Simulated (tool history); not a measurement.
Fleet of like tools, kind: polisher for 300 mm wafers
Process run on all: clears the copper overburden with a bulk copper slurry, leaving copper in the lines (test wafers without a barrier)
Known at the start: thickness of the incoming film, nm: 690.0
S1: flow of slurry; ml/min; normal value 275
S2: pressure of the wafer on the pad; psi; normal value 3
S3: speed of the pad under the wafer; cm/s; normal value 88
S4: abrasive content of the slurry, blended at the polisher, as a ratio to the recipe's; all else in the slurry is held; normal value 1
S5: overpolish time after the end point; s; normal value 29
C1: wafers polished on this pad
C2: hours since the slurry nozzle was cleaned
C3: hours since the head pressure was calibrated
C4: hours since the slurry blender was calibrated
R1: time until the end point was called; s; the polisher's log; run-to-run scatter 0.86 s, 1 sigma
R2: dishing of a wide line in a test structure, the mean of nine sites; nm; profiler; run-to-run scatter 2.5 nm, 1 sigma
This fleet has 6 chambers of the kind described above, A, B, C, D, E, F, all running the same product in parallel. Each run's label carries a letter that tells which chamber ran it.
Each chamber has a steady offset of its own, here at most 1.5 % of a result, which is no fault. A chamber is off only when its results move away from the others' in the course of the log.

| run | hour | S1 | S2 | S3 | S4 | S5 | C1 | C2 | C3 | C4 | R1 | R2 |
|---|---|---|---|---|---|---|---|---|---|---|---|---|
|  | 4.8 | chamber E: slurry blender recalibrated |
| 1E | 8.5 | 275 | 3 | 88 | 1 | 29 | 96 | 410.3 | 1135.7 | 3.7 | 83.763 | 105.1 |
|  | 12 | chamber E: head pressure recalibrated |
| 2C | 17.9 | 275 | 3 | 88 | 1 | 29 | 273 | 618.4 | 509 | 85.1 | 84.071 | 98.986 |
| 3D | 25.7 | 275 | 3 | 88 | 1 | 29 | 448 | 203.3 | 420.6 | 61.6 | 83.033 | 101.05 |
|  | 27.2 | chamber B: slurry blender recalibrated |
| 4A | 31.7 | 275 | 3 | 88 | 1 | 29 | 428 | 480.2 | 364.3 | 116.4 | 80.773 | 102.71 |
| 5F | 39.4 | 275 | 3 | 88 | 1 | 29 | 643 | 238.5 | 906.5 | 269.5 | 82.551 | 96.071 |
|  | 39.7 | chamber B: worn pad replaced by a new one |
|  | 46.6 | chamber E: slurry nozzle cleaned |
| 6B | 52.1 | 275 | 3 | 88 | 1 | 29 | 101 | 290.6 | 191.5 | 25 | 82.077 | 98.8 |
|  | 56.2 | chamber C: worn pad replaced by a new one |
| 7C | 58.7 | 275 | 3 | 88 | 1 | 29 | 20 | 659.2 | 549.8 | 125.9 | 82.397 | 100.42 |
| 8D | 70.8 | 275 | 3 | 88 | 1 | 29 | 814 | 248.4 | 465.7 | 106.7 | 83.234 | 99.518 |
| 9B | 81.8 | 275 | 3 | 88 | 1 | 29 | 342 | 320.3 | 221.2 | 54.7 | 82.04 | 96.338 |
| 10E | 89.9 | 275 | 2.7 | 88 | 0.85 | 29 | 757 | 43.4 | 78 | 85.1 | 95.846 | 91.94 |
|  | 95.4 | chamber F: slurry blender recalibrated |
| 11A | 103 | 275 | 2.7 | 88 | 0.85 | 29 | 1006 | 551.5 | 435.6 | 187.7 | 96.829 | 96.252 |
|  | 107.5 | chamber D: worn pad replaced by a new one |
|  | 108.8 | chamber F: worn pad replaced by a new one |
| 12F | 112.5 | 275 | 2.7 | 88 | 0.85 | 29 | 30 | 311.6 | 979.6 | 17.1 | 95.995 | 93.042 |
|  | 117.3 | chamber D: slurry blender recalibrated |
| 13C | 119.8 | 275 | 2.7 | 88 | 0.85 | 29 | 516 | 720.3 | 610.9 | 187 | 95.788 | 90.965 |
|  | 121.7 | chamber F: head pressure recalibrated |
|  | 123.9 | chamber B: worn pad replaced by a new one |
|  | 125.1 | chamber C: slurry blender recalibrated |
| 14F | 126.5 | 275 | 2.7 | 88 | 0.85 | 29 | 144 | 325.6 | 4.9 | 31.1 | 95.784 | 94.399 |
|  | 132.9 | chamber C: worn pad replaced by a new one |
|  | 137.3 | chamber B: slurry blender recalibrated |
| 15E | 139.2 | 275 | 2.7 | 88 | 0.85 | 29 | 1157 | 92.7 | 127.3 | 134.4 | 95.853 | 96.377 |
| 16D | 145.8 | 275 | 3 | 88 | 1 | 29 | 311 | 323.4 | 540.7 | 28.5 | 84.66 | 98.917 |
|  | 149.9 | chamber E: worn pad replaced by a new one |
| 17B | 156.6 | 275 | 3 | 88 | 1 | 29 | 265 | 395.1 | 296 | 19.3 | 81.583 | 102.3 |
| 18A | 164.9 | 275 | 3 | 88 | 1 | 29 | 1509 | 613.4 | 497.5 | 249.6 | 83.919 | 102.72 |
| 19E | 172.7 | 275 | 3 | 88 | 1 | 29 | 185 | 126.2 | 160.8 | 167.9 | 83.093 | 104.98 |
|  | 179.7 | chamber A: head pressure recalibrated |
| 20B | 182.3 | 275 | 3 | 88 | 1 | 29 | 474 | 420.8 | 321.7 | 45 | 83.381 | 103.38 |
|  | 185.4 | chamber A: slurry blender recalibrated |
|  | 192.8 | chamber B: worn pad replaced by a new one |
| 21D | 194.1 | 275 | 3 | 74 | 1 | 29 | 703 | 371.7 | 589 | 76.8 | 97.676 | 94.184 |
|  | 198.2 | chamber F: slurry nozzle cleaned |
|  | 201.1 | chamber C: worn pad replaced by a new one |
|  | 207.1 | chamber C: head pressure recalibrated |
| 22F | 207.3 | 275 | 3 | 74 | 1 | 29 | 800 | 9.1 | 85.7 | 111.9 | 97.674 | 87.821 |
|  | 212.5 | chamber B: slurry nozzle cleaned |
| 23C | 215.7 | 275 | 3 | 74 | 1 | 29 | 119 | 816.2 | 8.7 | 90.7 | 97.349 | 94.675 |
| 24A | 226.9 | 275 | 3 | 74 | 1 | 29 | 2013 | 675.4 | 47.3 | 41.6 | 99.618 | 98.292 |
| 25B | 236.5 | 275 | 3 | 74 | 1 | 29 | 354 | 24 | 375.9 | 99.2 | 97.7 | 97.492 |
|  | 239.1 | chamber D: slurry nozzle cleaned |
| 26A | 244.8 | 275 | 3 | 74 | 1 | 29 | 2158 | 693.3 | 65.2 | 59.5 | 102.69 | 97.496 |
|  | 248.2 | chamber B: slurry blender recalibrated |
| 27D | 250.7 | 275 | 3 | 88 | 1 | 29 | 1163 | 11.6 | 645.6 | 133.4 | 82.268 | 101.94 |
|  | 259.4 | chamber F: worn pad replaced by a new one |
| 28F | 261.8 | 275 | 3 | 88 | 1 | 29 | 20 | 63.6 | 140.2 | 166.4 | 82.447 | 99.727 |
|  | 261.9 | chamber B: worn pad replaced by a new one |
|  | 262.9 | chamber D: worn pad replaced by a new one |
| 29C | 267.8 | 275 | 3 | 88 | 1 | 29 | 542 | 868.3 | 60.8 | 142.8 | 83.491 | 99.447 |
|  | 271 | chamber E: slurry blender recalibrated |
|  | 274.6 | chamber C: worn pad replaced by a new one |
|  | 278.1 | chamber D: slurry blender recalibrated |
|  | 280.1 | chamber E: worn pad replaced by a new one |
| 30E | 280.3 | 275 | 3 | 88 | 1 | 29 | 1 | 233.8 | 268.4 | 9.3 | 82.598 | 102.81 |
| 31C | 289.6 | 275 | 3 | 88 | 1 | 29 | 122 | 890.1 | 82.6 | 164.6 | 82.93 | 98.516 |
| 32A | 299.7 | 275 | 3.6 | 88 | 1 | 29 | 2604 | 748.2 | 120.1 | 114.4 | 72.039 | 108.93 |
|  | 308.4 | chamber C: slurry nozzle cleaned |
| 33F | 312.8 | 275 | 3.6 | 88 | 1 | 29 | 434 | 114.6 | 191.2 | 217.4 | 70.455 | 115.67 |
| 34B | 322.7 | 275 | 3.6 | 88 | 1 | 29 | 494 | 110.2 | 462.1 | 74.5 | 68.879 | 110.89 |
|  | 331.1 | chamber C: slurry blender recalibrated |
| 35E | 332.9 | 275 | 3.6 | 88 | 1 | 29 | 428 | 286.4 | 321 | 61.9 | 69.407 | 113.95 |
|  | 334.1 | chamber B: worn pad replaced by a new one |
| 36D | 343.4 | 275 | 3.6 | 88 | 1 | 29 | 653 | 104.3 | 738.3 | 65.3 | 69.085 | 109.79 |
| 37C | 355.5 | 275 | 3.6 | 88 | 1 | 29 | 657 | 47.2 | 148.5 | 24.4 | 69.755 | 116.28 |
| 38F | 362.6 | 275 | 3 | 88 | 1 | 29 | 838 | 164.4 | 241 | 267.2 | 82.505 | 104.22 |
|  | 367.3 | chamber B: slurry blender recalibrated |
| 39B | 373.3 | 275 | 2.6 | 102 | 1 | 29 | 318 | 160.8 | 512.7 | 6 | 81.176 | 93.241 |
| 40A | 382.2 | 275 | 2.6 | 102 | 1 | 29 | 3274 | 830.7 | 202.6 | 196.9 | 87.224 | 91.428 |
| 41E | 388.1 | 275 | 2.6 | 102 | 1 | 29 | 877 | 341.6 | 376.2 | 117.1 | 83.954 | 97.239 |

For the next run the whole fleet of 6 chambers uses the same settings. Give each chamber's results:
| 42A | 397.6 | 275 | 3 | 88 | 1 | 29 |  |  |  |  | ? | ? |
| 42B | 397.6 | 275 | 3 | 88 | 1 | 29 |  |  |  |  | ? | ? |
| 42C | 397.6 | 275 | 3 | 88 | 1 | 29 |  |  |  |  | ? | ? |
| 42D | 397.6 | 275 | 3 | 88 | 1 | 29 |  |  |  |  | ? | ? |
| 42E | 397.6 | 275 | 3 | 88 | 1 | 29 |  |  |  |  | ? | ? |
| 42F | 397.6 | 275 | 3 | 88 | 1 | 29 |  |  |  |  | ? | ? |

| run | R1 | R2 |
|---|---|---|
| 42A | 88.506 | 103.38 |
| 42B | 83.035 | 98.737 |
| 42C | 83.153 | 102.06 |
| 42D | 83.968 | 98.681 |
| 42E | 83.196 | 104.37 |
| 42F | 84.276 | 99.174 |

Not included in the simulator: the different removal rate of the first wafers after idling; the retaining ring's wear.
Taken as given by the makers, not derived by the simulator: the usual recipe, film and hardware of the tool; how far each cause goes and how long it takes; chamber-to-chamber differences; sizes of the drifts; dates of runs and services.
